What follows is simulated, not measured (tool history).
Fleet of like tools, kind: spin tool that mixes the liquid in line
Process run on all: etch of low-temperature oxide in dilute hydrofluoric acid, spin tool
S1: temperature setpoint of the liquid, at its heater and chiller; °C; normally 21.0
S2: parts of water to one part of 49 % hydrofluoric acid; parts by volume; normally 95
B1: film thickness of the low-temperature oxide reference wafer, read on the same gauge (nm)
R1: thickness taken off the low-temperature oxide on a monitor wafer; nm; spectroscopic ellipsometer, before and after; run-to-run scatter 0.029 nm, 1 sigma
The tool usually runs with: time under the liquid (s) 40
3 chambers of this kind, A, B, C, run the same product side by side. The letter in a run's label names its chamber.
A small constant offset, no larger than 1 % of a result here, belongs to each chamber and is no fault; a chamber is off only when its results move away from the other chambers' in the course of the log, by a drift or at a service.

{"run": "1C", "hour": 2.9, "S1": 21.0, "S2": 95, "time under the liquid (s)": 40, "B1": 100.0, "R1": 5.6959}
{"run": "2B", "hour": 7.1, "S1": 21.0, "S2": 95, "time under the liquid (s)": 40, "B1": 99.996, "R1": 5.7087}
{"run": "3A", "hour": 9.5, "S1": 21.0, "S2": 95, "time under the liquid (s)": 40, "B1": 100.0, "R1": 5.6316}
{"run": "4C", "hour": 12.9, "S1": 21.0, "S2": 95, "time under the liquid (s)": 40, "B1": 99.995, "R1": 5.7117}
{"run": "5B", "hour": 15.9, "S1": 21.0, "S2": 95, "time under the liquid (s)": 40, "B1": 100.01, "R1": 5.7216}
{"run": "6A", "hour": 18.3, "S1": 21.0, "S2": 95, "time under the liquid (s)": 40, "B1": 100.01, "R1": 5.7202}
{"run": "7C", "hour": 22.5, "S1": 26.0, "S2": 95, "time under the liquid (s)": 20, "B1": 99.997, "R1": 3.4822}
{"run": "8B", "hour": 26.4, "S1": 26.0, "S2": 95, "time under the liquid (s)": 20, "B1": 100.04, "R1": 3.4932}
{"run": "9A", "hour": 28.7, "S1": 26.0, "S2": 95, "time under the liquid (s)": 20, "B1": 99.979, "R1": 3.458}
{"run": "10B", "hour": 31.1, "S1": 21.0, "S2": 95, "time under the liquid (s)": 40, "B1": 100.0, "R1": 5.7831}
{"run": "11C", "hour": 35.4, "S1": 21.0, "S2": 95, "time under the liquid (s)": 40, "B1": 100.01, "R1": 5.7459}
{"run": "12A", "hour": 38.9, "S1": 21.0, "S2": 95, "time under the liquid (s)": 40, "B1": 100.0, "R1": 5.6922}
{"run": "13C", "hour": 42.3, "S1": 21.0, "S2": 95, "time under the liquid (s)": 40, "B1": 100.0, "R1": 5.6628}
{"run": "14A", "hour": 45.2, "S1": 21.0, "S2": 95, "time under the liquid (s)": 40, "B1": 100.01, "R1": 5.7472}
{"run": "15B", "hour": 47.0, "S1": 21.0, "S2": 95, "time under the liquid (s)": 40, "B1": 100.01, "R1": 5.7407}
{"run": "16C", "hour": 50.5, "S1": 21.0, "S2": 95, "time under the liquid (s)": 40, "B1": 99.988, "R1": 5.6684}
{"run": "17B", "hour": 54.0, "S1": 21.0, "S2": 95, "time under the liquid (s)": 40, "B1": 100.01, "R1": 5.7729}
{"run": "18A", "hour": 57.9, "S1": 21.0, "S2": 95, "time under the liquid (s)": 40, "B1": 100.0, "R1": 5.7208}
{"run": "19A", "hour": 60.0, "S1": 21.0, "S2": 80, "time under the liquid (s)": 40, "B1": 100.0, "R1": 6.8754}
{"run": "20C", "hour": 62.0, "S1": 21.0, "S2": 80, "time under the liquid (s)": 40, "B1": 99.992, "R1": 6.8538}
{"run": "21B", "hour": 64.0, "S1": 21.0, "S2": 80, "time under the liquid (s)": 40, "B1": 99.999, "R1": 6.9216}
{"run": "22C", "hour": 66.5, "S1": 21.0, "S2": 95, "time under the liquid (s)": 30, "B1": 99.989, "R1": 4.2536}
{"run": "23B", "hour": 69.6, "S1": 21.0, "S2": 95, "time under the liquid (s)": 30, "B1": 100.0, "R1": 4.3214}
{"run": "24A", "hour": 72.8, "S1": 21.0, "S2": 95, "time under the liquid (s)": 30, "B1": 99.99, "R1": 4.2786}
{"run": "25C", "hour": 75.6, "S1": 18.0, "S2": 95, "time under the liquid (s)": 55, "B1": 99.998, "R1": 6.8578}
{"run": "26B", "hour": 77.7, "S1": 18.0, "S2": 95, "time under the liquid (s)": 55, "B1": 100.02, "R1": 6.9713}
{"hour": 79.5, "done": "chamber A: hydrofluoric acid flow meter replaced"}
{"run": "27A", "hour": 80.1, "S1": 18.0, "S2": 95, "time under the liquid (s)": 55, "B1": 100.01, "R1": 6.9296}
{"run": "28B", "hour": 82.7, "S1": 21.0, "S2": 135, "time under the liquid (s)": 40, "B1": 100.01, "R1": 3.886}
{"run": "29C", "hour": 86.9, "S1": 21.0, "S2": 135, "time under the liquid (s)": 40, "B1": 99.991, "R1": 3.7587}
{"run": "30A", "hour": 90.0, "S1": 21.0, "S2": 135, "time under the liquid (s)": 40, "B1": 99.998, "R1": 3.8429}
{"run": "31C", "hour": 94.3, "S1": 21.0, "S2": 95, "time under the liquid (s)": 40, "B1": 99.983, "R1": 5.6867}
{"run": "32A", "hour": 98.3, "S1": 21.0, "S2": 95, "time under the liquid (s)": 40, "B1": 99.993, "R1": 5.6962}
{"run": "33B", "hour": 100.4, "S1": 21.0, "S2": 95, "time under the liquid (s)": 40, "B1": 99.977, "R1": 5.7462}
{"run": "34A", "hour": 103.3, "S1": 21.0, "S2": 95, "time under the liquid (s)": 40, "B1": 100.01, "R1": 5.6753}
{"run": "35C", "hour": 106.0, "S1": 21.0, "S2": 95, "time under the liquid (s)": 40, "B1": 99.984, "R1": 5.703}
{"run": "36B", "hour": 108.3, "S1": 21.0, "S2": 95, "time under the liquid (s)": 40, "B1": 99.988, "R1": 5.741}
{"run": "37B", "hour": 110.9, "S1": 21.0, "S2": 95, "time under the liquid (s)": 40, "B1": 100.0, "R1": 5.7484}
{"run": "38A", "hour": 113.4, "S1": 24.5, "S2": 95, "time under the liquid (s)": 60, "B1": 100.01, "R1": 9.8591}
{"run": "39C", "hour": 117.6, "S1": 24.5, "S2": 95, "time under the liquid (s)": 60, "B1": 99.999, "R1": 9.8523}

All 3 chambers run these settings next. Forecast each chamber's results:
{"run": "40A", "hour": 120.7, "S1": 21.0, "S2": 95, "time under the liquid (s)": 40, "R1": "?"}
{"run": "40B", "hour": 120.7, "S1": 21.0, "S2": 95, "time under the liquid (s)": 40, "R1": "?"}
{"run": "40C", "hour": 120.7, "S1": 21.0, "S2": 95, "time under the liquid (s)": 40, "R1": "?"}

run=40A R1=5.6974
run=40B R1=5.7716
run=40C R1=5.7045
